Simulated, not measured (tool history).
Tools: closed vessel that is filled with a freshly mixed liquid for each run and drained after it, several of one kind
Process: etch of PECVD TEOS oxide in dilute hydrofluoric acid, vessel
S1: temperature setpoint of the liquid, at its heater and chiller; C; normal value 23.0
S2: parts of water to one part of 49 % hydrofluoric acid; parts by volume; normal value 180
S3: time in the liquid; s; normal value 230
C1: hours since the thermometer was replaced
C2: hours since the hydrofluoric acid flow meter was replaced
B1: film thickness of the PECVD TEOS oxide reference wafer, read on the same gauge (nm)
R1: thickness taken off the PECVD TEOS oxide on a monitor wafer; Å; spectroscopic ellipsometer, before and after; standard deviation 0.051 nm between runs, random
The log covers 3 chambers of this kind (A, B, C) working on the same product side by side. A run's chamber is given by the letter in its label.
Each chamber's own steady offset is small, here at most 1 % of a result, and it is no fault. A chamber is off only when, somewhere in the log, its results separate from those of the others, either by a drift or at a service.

run   hour    S1   S2   S3      C1     C2      B1       R1
 1C    5.9  23.0  180  230    69.5  401.9  39.991  112.070
 2B   10.1  23.0  180  230  1503.5  509.3  39.971  112.370
 3A   14.0  23.0  180  230  1113.1  444.7  40.020  111.640
 4B   20.4  23.0  180  230  1513.8  519.6  39.972  111.970
 5C   27.3  23.0  180  230    90.9  423.3  40.034  111.270
 6A   31.8  23.0  180  230  1130.9  462.5  40.017  111.480
 7A   35.7  23.0  180  230  1134.8  466.4  40.019  111.990
 8C   42.8  23.0  180  230   106.4  438.8  40.037  112.050
 9B   49.2  23.0  180  230  1542.6  548.4  40.018  111.700
10C   53.4  23.0  180  230   117.0  449.4  39.960  112.230
11B   57.4  23.0  180  230  1550.8  556.6  39.968  112.730
12A   64.2  23.0  180  230  1163.3  494.9  39.982  111.060
13B   71.3  23.0  180  230  1564.7  570.5  40.016  112.700
14A   78.3  23.0  230  230  1177.4  509.0  39.996   82.997
15C   82.8  23.0  230  230   146.4  478.8  40.001   82.884
16C   88.4  23.0  230  230   152.0  484.4  40.007   82.691
17B   95.1  23.0  180  230  1588.5  594.3  40.014  112.650
18A  100.3  23.0  180  230  1199.4  531.0  40.011  111.270
19A  103.4  23.0  180  230  1202.5  534.1  39.964  111.470
20B  107.5  23.0  180  230  1600.9  606.7  39.995  112.000
21C  112.9  23.0  180  230   176.5  508.9  40.023  111.070
22A  119.9  23.0  180  230  1219.0  550.6  40.003  112.240
23C  125.9  23.0  180  230   189.5  521.9  40.012  112.460
24B  132.7  27.0  235  230  1626.1  631.9  39.994   93.619
25C  137.9  27.0  235  230   201.5  533.9  39.989   93.485
26B  142.7  27.0  235  230  1636.1  641.9  40.018   93.762
27A  146.4  23.0  180  230  1245.5  577.1  40.051  111.050
28C  151.8  23.0  180  230   215.4  547.8  40.012  111.860
29B  157.4  23.0  180  230  1650.8  656.6  40.011  111.420
30A  163.3  20.0  260  230  1262.4  594.0  40.021   63.254
31A  167.0  20.0  260  230  1266.1  597.7  40.032   63.175
32C  174.1  20.0  260  230   237.7  570.1  39.962   63.829
33B  180.7  23.0  180  230  1674.1  679.9  40.029  111.690
34B  184.2  25.5  180  230  1677.6  683.4  39.992  123.390

The same settings go to every chamber for the next run, one line per chamber below. Forecast the results for each:
35A  189.3  27.0  180  230               ?
35B  189.3  27.0  180  230               ?
35C  189.3  27.0  180  230               ?

run       R1
35A  128.350
35B  129.470
35C  129.410
